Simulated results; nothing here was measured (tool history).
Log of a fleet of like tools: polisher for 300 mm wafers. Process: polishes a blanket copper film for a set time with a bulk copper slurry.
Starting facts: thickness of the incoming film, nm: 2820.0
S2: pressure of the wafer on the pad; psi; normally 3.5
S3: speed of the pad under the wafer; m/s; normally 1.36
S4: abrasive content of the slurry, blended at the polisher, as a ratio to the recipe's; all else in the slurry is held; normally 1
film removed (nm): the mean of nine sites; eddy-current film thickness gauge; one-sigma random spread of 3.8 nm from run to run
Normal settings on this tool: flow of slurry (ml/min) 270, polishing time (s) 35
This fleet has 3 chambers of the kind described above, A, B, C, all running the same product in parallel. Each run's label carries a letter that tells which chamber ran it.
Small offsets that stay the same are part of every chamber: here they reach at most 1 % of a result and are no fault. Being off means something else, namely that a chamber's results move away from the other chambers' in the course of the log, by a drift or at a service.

Run 1C, hour 8.3: usual settings. Result: film removed (nm) 518.42.
At hour 10.2: chamber A: slurry nozzle cleaned.
Run 2B, hour 17.3: usual settings. Result: film removed (nm) 513.83.
Run 3A, hour 24.8: usual settings. Result: film removed (nm) 516.73.
At hour 28: chamber C: head pressure recalibrated.
Run 4B, hour 32.2: usual settings. Result: film removed (nm) 512.36.
At hour 34: chamber A: worn pad replaced by a new one.
At hour 39.2: chamber B: worn pad replaced by a new one.
Run 5C, hour 41.6: usual settings. Result: film removed (nm) 514.47.
At hour 47.3: chamber A: slurry blender recalibrated.
Run 6A, hour 50: usual settings. Result: film removed (nm) 519.08.
At hour 51: chamber B: slurry blender recalibrated.
Run 7B, hour 60.2: usual settings. Result: film removed (nm) 516.17.
At hour 69.7: chamber C: worn pad replaced by a new one.
Run 8C, hour 69.8: usual settings. Result: film removed (nm) 511.89.
Run 9A, hour 77: usual settings. Result: film removed (nm) 518.95.
At hour 85.1: chamber B: slurry nozzle cleaned.
At hour 88.9: chamber A: head pressure recalibrated.
Run 10C, hour 89.4: usual settings. Result: film removed (nm) 512.94.
Run 11A, hour 101.9: usual settings. Result: film removed (nm) 518.84.
At hour 109.5: chamber A: worn pad replaced by a new one.
Run 12B, hour 112.2: usual settings. Result: film removed (nm) 524.5.
At hour 125.8: chamber B: worn pad replaced by a new one.
Run 13A, hour 126.1: usual settings. Result: film removed (nm) 514.4.
Run 14B, hour 134.3: usual settings. Result: film removed (nm) 528.32.
Run 15C, hour 141.4: usual settings. Result: film removed (nm) 511.47.
Run 16A, hour 148.6: usual settings. Result: film removed (nm) 517.15.
At hour 149.9: chamber C: worn pad replaced by a new one.
Run 17B, hour 159.7: usual settings but S2 4.7 psi. Result: film removed (nm) 704.96.
At hour 162.6: chamber C: slurry blender recalibrated.
Run 18C, hour 167.2: usual settings but S2 4.7 psi. Result: film removed (nm) 683.18.
Run 19C, hour 173.5: usual settings but S2 4.7 psi. Result: film removed (nm) 686.54.
Run 20A, hour 184.9: usual settings. Result: film removed (nm) 517.01.
At hour 186.9: chamber A: worn pad replaced by a new one.
Run 21B, hour 191.5: usual settings. Result: film removed (nm) 534.33.
Run 22A, hour 198.8: usual settings. Result: film removed (nm) 520.8.
At hour 205.1: chamber A: slurry blender recalibrated.
At hour 206.3: chamber B: worn pad replaced by a new one.
Run 23B, hour 207.8: usual settings. Result: film removed (nm) 533.01.
Run 24C, hour 219.5: usual settings. Result: film removed (nm) 511.79.
Run 25B, hour 226.4: usual settings. Result: film removed (nm) 528.81.
Run 26C, hour 235.3: usual settings. Result: film removed (nm) 521.3.
At hour 237.9: chamber C: worn pad replaced by a new one.
Run 27A, hour 243.7: usual settings. Result: film removed (nm) 510.99.
Run 28A, hour 253.5: usual settings. Result: film removed (nm) 513.5.
At hour 257.4: chamber B: slurry blender recalibrated.
At hour 264.5: chamber A: worn pad replaced by a new one.
Run 29B, hour 267.7: usual settings but flow of slurry (ml/min) 340. Result: film removed (nm) 547.36.
At hour 275.9: chamber B: worn pad replaced by a new one.
Run 30C, hour 281.3: usual settings but flow of slurry (ml/min) 340. Result: film removed (nm) 522.25.
Run 31C, hour 290.1: usual settings but flow of slurry (ml/min) 340. Result: film removed (nm) 514.91.
Run 32B, hour 296.6: usual settings. Result: film removed (nm) 538.99.
Run 33A, hour 303.9: usual settings. Result: film removed (nm) 513.77.
Run 34B, hour 312.5: usual settings. Result: film removed (nm) 534.15.
At hour 319.1: chamber C: worn pad replaced by a new one.
Run 35A, hour 322: usual settings. Result: film removed (nm) 515.
Run 36C, hour 328.3: usual settings but S2 2.5 psi. Result: film removed (nm) 367.11.
Run 37A, hour 341.7: usual settings but S2 2.5 psi. Result: film removed (nm) 360.67.
At hour 347.6: chamber A: worn pad replaced by a new one.
Run 38C, hour 350.3: usual settings but S2 2.5 psi. Result: film removed (nm) 372.95.
At hour 351.1: chamber C: head pressure recalibrated.
At hour 357.9: chamber B: worn pad replaced by a new one.
Run 39B, hour 360: usual settings. Result: film removed (nm) 540.48.
At hour 362.2: chamber A: slurry blender recalibrated.
Run 40B, hour 368.3: usual settings. Result: film removed (nm) 540.64.
Run 41A, hour 377.4: usual settings. Result: film removed (nm) 522.4.
Run 42C, hour 387.8: usual settings. Result: film removed (nm) 508.3.
Run 43A, hour 397.1: usual settings but flow of slurry (ml/min) 205. Result: film removed (nm) 502.74.

All chambers now run identical settings, listed one chamber a line with results as question marks. What results will each chamber show?
Run 44A, hour 407.4: usual settings but S2 2.9 psi. Result: film removed (nm) ?.
Run 44B, hour 407.4: usual settings but S2 2.9 psi. Result: film removed (nm) ?.
Run 44C, hour 407.4: usual settings but S2 2.9 psi. Result: film removed (nm) ?.

run  film removed (nm)
44A             426.71
44B             446.35
44C             422.22
